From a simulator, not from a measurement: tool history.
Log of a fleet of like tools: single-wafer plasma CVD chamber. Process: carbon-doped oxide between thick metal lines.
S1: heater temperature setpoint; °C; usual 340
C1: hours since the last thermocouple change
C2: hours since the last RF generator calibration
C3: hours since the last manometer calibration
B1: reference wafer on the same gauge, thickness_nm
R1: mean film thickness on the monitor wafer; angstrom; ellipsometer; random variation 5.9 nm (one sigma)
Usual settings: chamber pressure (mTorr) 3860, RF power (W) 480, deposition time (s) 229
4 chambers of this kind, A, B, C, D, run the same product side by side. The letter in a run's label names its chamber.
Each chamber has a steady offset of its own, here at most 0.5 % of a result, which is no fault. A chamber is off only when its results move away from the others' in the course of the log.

{"run": "1B", "hour": 10.8, "S1": 340, "chamber pressure (mTorr)": 3860, "RF power (W)": 480, "deposition time (s)": 229, "C1": 1256.9, "C2": 866.3, "C3": 853.1, "B1": 950.34, "R1": 11106}
{"run": "2D", "hour": 19.4, "S1": 340, "chamber pressure (mTorr)": 3860, "RF power (W)": 480, "deposition time (s)": 229, "C1": 852.7, "C2": 513.9, "C3": 548.0, "B1": 950.77, "R1": 11143}
{"run": "3A", "hour": 25.9, "S1": 340, "chamber pressure (mTorr)": 3860, "RF power (W)": 480, "deposition time (s)": 229, "C1": 1629.5, "C2": 809.3, "C3": 1008.6, "B1": 949.35, "R1": 11114}
{"run": "4C", "hour": 39.1, "S1": 340, "chamber pressure (mTorr)": 3860, "RF power (W)": 480, "deposition time (s)": 229, "C1": 216.6, "C2": 451.0, "C3": 680.1, "B1": 950.46, "R1": 11038}
{"run": "5A", "hour": 47.1, "S1": 340, "chamber pressure (mTorr)": 3860, "RF power (W)": 480, "deposition time (s)": 229, "C1": 1650.7, "C2": 830.5, "C3": 1029.8, "B1": 949.39, "R1": 11049}
{"run": "6C", "hour": 58.3, "S1": 340, "chamber pressure (mTorr)": 4570, "RF power (W)": 480, "deposition time (s)": 203, "C1": 235.8, "C2": 470.2, "C3": 699.3, "B1": 949.99, "R1": 10031}
{"hour": 66.4, "done": "chamber B: RF generator calibrated"}
{"run": "7D", "hour": 66.5, "S1": 340, "chamber pressure (mTorr)": 4570, "RF power (W)": 480, "deposition time (s)": 203, "C1": 899.8, "C2": 561.0, "C3": 595.1, "B1": 950.26, "R1": 10034}
{"run": "8B", "hour": 80.0, "S1": 340, "chamber pressure (mTorr)": 4570, "RF power (W)": 480, "deposition time (s)": 203, "C1": 1326.1, "C2": 13.6, "C3": 922.3, "B1": 949.81, "R1": 10041}
{"run": "9B", "hour": 92.4, "S1": 340, "chamber pressure (mTorr)": 4570, "RF power (W)": 480, "deposition time (s)": 203, "C1": 1338.5, "C2": 26.0, "C3": 934.7, "B1": 950.58, "R1": 10014}
{"run": "10D", "hour": 103.1, "S1": 340, "chamber pressure (mTorr)": 3860, "RF power (W)": 480, "deposition time (s)": 229, "C1": 936.4, "C2": 597.6, "C3": 631.7, "B1": 949.29, "R1": 11037}
{"run": "11C", "hour": 110.6, "S1": 340, "chamber pressure (mTorr)": 3860, "RF power (W)": 480, "deposition time (s)": 229, "C1": 288.1, "C2": 522.5, "C3": 751.6, "B1": 949.99, "R1": 11038}
{"run": "12A", "hour": 119.0, "S1": 340, "chamber pressure (mTorr)": 3860, "RF power (W)": 480, "deposition time (s)": 229, "C1": 1722.6, "C2": 902.4, "C3": 1101.7, "B1": 948.19, "R1": 11058}
{"run": "13B", "hour": 129.2, "S1": 340, "chamber pressure (mTorr)": 3860, "RF power (W)": 480, "deposition time (s)": 229, "C1": 1375.3, "C2": 62.8, "C3": 971.5, "B1": 949.45, "R1": 11073}
{"run": "14D", "hour": 142.9, "S1": 340, "chamber pressure (mTorr)": 3860, "RF power (W)": 480, "deposition time (s)": 229, "C1": 976.2, "C2": 637.4, "C3": 671.5, "B1": 950.01, "R1": 11226}
{"run": "15C", "hour": 152.9, "S1": 340, "chamber pressure (mTorr)": 3860, "RF power (W)": 480, "deposition time (s)": 229, "C1": 330.4, "C2": 564.8, "C3": 793.9, "B1": 949.39, "R1": 11015}
{"run": "16A", "hour": 167.1, "S1": 340, "chamber pressure (mTorr)": 3860, "RF power (W)": 480, "deposition time (s)": 229, "C1": 1770.7, "C2": 950.5, "C3": 1149.8, "B1": 949.89, "R1": 10965}
{"run": "17B", "hour": 174.6, "S1": 328, "chamber pressure (mTorr)": 3860, "RF power (W)": 400, "deposition time (s)": 229, "C1": 1420.7, "C2": 108.2, "C3": 1016.9, "B1": 949.79, "R1": 10155}
{"run": "18A", "hour": 183.8, "S1": 328, "chamber pressure (mTorr)": 3860, "RF power (W)": 400, "deposition time (s)": 229, "C1": 1787.4, "C2": 967.2, "C3": 1166.5, "B1": 949.8, "R1": 10124}
{"hour": 190.7, "done": "chamber D: RF generator calibrated"}
{"run": "19C", "hour": 190.7, "S1": 328, "chamber pressure (mTorr)": 3860, "RF power (W)": 400, "deposition time (s)": 229, "C1": 368.2, "C2": 602.6, "C3": 831.7, "B1": 949.81, "R1": 10020}
{"run": "20D", "hour": 203.8, "S1": 328, "chamber pressure (mTorr)": 3860, "RF power (W)": 400, "deposition time (s)": 229, "C1": 1037.1, "C2": 13.1, "C3": 732.4, "B1": 949.78, "R1": 10215}
{"run": "21B", "hour": 216.9, "S1": 340, "chamber pressure (mTorr)": 3860, "RF power (W)": 480, "deposition time (s)": 229, "C1": 1463.0, "C2": 150.5, "C3": 1059.2, "B1": 949.17, "R1": 11107}
{"run": "22C", "hour": 225.8, "S1": 340, "chamber pressure (mTorr)": 3860, "RF power (W)": 435, "deposition time (s)": 254, "C1": 403.3, "C2": 637.7, "C3": 866.8, "B1": 950.97, "R1": 11524}
{"hour": 234.6, "done": "chamber D: thermocouple changed; heater temperature recalibrated"}
{"run": "23D", "hour": 236.1, "S1": 340, "chamber pressure (mTorr)": 3860, "RF power (W)": 435, "deposition time (s)": 254, "C1": 1.6, "C2": 45.4, "C3": 764.7, "B1": 950.21, "R1": 11571}
{"run": "24A", "hour": 250.8, "S1": 340, "chamber pressure (mTorr)": 3860, "RF power (W)": 435, "deposition time (s)": 254, "C1": 1854.4, "C2": 1034.2, "C3": 1233.5, "B1": 950.34, "R1": 11460}
{"run": "25C", "hour": 263.6, "S1": 340, "chamber pressure (mTorr)": 3860, "RF power (W)": 435, "deposition time (s)": 254, "C1": 441.1, "C2": 675.5, "C3": 904.6, "B1": 951.02, "R1": 11585}
{"run": "26A", "hour": 277.6, "S1": 340, "chamber pressure (mTorr)": 3860, "RF power (W)": 525, "deposition time (s)": 204, "C1": 1881.2, "C2": 1061.0, "C3": 1260.3, "B1": 949.77, "R1": 10466}
{"hour": 279.7, "done": "chamber B: thermocouple changed; heater temperature recalibrated"}
{"run": "27B", "hour": 286.4, "S1": 340, "chamber pressure (mTorr)": 3860, "RF power (W)": 525, "deposition time (s)": 204, "C1": 6.8, "C2": 220.0, "C3": 1128.7, "B1": 950.79, "R1": 10323}
{"run": "28D", "hour": 297.2, "S1": 340, "chamber pressure (mTorr)": 3860, "RF power (W)": 525, "deposition time (s)": 204, "C1": 62.7, "C2": 106.5, "C3": 825.8, "B1": 950.24, "R1": 10458}

Is one chamber off against the others, does the gauge drift, or is nothing wrong? If a chamber is off, say which, and what the likeliest cause is.

No chamber stands off beyond its own small offset, and the gauge holds steady.
